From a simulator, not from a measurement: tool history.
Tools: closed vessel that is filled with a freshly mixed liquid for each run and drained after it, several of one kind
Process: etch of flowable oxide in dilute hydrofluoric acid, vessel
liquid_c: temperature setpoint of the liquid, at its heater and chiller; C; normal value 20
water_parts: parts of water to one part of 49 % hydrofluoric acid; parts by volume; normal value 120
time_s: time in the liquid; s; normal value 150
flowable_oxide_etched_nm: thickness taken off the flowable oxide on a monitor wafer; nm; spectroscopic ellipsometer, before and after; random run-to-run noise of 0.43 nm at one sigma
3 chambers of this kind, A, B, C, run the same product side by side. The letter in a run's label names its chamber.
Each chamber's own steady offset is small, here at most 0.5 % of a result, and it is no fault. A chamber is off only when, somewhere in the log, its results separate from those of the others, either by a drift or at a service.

run	hour	liquid_c	water_parts	time_s	hours since the thermometer was replaced	hours since the hydrofluoric acid flow meter was replaced	read-back film thickness of the flowable oxide reference wafer, read on the same gauge (nm)	flowable_oxide_etched_nm
1C	4.4	20	120	150	110.2	297	60.01	57.779
2B	12	20	120	150	2473.8	854.6	60	58.414
3A	17.2	20	120	150	32.4	188.5	60.022	57.931
4B	21.5	20	120	150	2483.3	864.1	59.994	58.121
5C	28	20	120	150	133.8	320.6	60.016	59.081
# hour 32: chamber B: hydrofluoric acid flow meter replaced
6A	33.6	20	120	150	48.8	204.9	60.016	58.388
7C	38.5	20	120	150	144.3	331.1	59.99	58.223
8B	42.9	20	120	150	2504.7	10.9	59.998	57.923
9A	48.3	20	120	150	63.5	219.6	59.986	58.319
10A	53.3	20	120	150	68.5	224.6	60.007	58.314
11B	58	20	120	150	2519.8	26	60.007	58.68
12C	63.4	20	120	150	169.2	356	60.013	57.711
13A	69.5	20	120	150	84.7	240.8	59.987	57.702
14C	73.3	20	120	150	179.1	365.9	60.009	57.175
15B	79.2	20	120	150	2541	47.2	59.991	58.213
16A	84.2	20	175	150	99.4	255.5	60.005	37.912
17B	90.1	20	175	150	2551.9	58.1	59.986	37.431
18C	94.2	20	175	150	200	386.8	59.988	36.806
19B	100	20	120	150	2561.8	68	59.995	58.062
20C	103.6	20	90	110	209.4	396.2	59.991	58.733
21A	108.7	20	90	110	123.9	280	59.981	59.002
22C	112.6	20	90	110	218.4	405.2	60.024	58.211
23A	117.6	20	120	150	132.8	288.9	60.007	58.151
24B	121.8	20	120	150	2583.6	89.8	59.991	58.282
25B	127.6	20	120	150	2589.4	95.6	60.009	57.48

Which is it: a chamber that has drifted or been left off by a service, a gauge drift common to all chambers, or only each chamber's usual small offset? If a chamber is off, name it and its likeliest cause.

The fleet is healthy, with each chamber sitting at its usual small offset and no drift in the gauge.
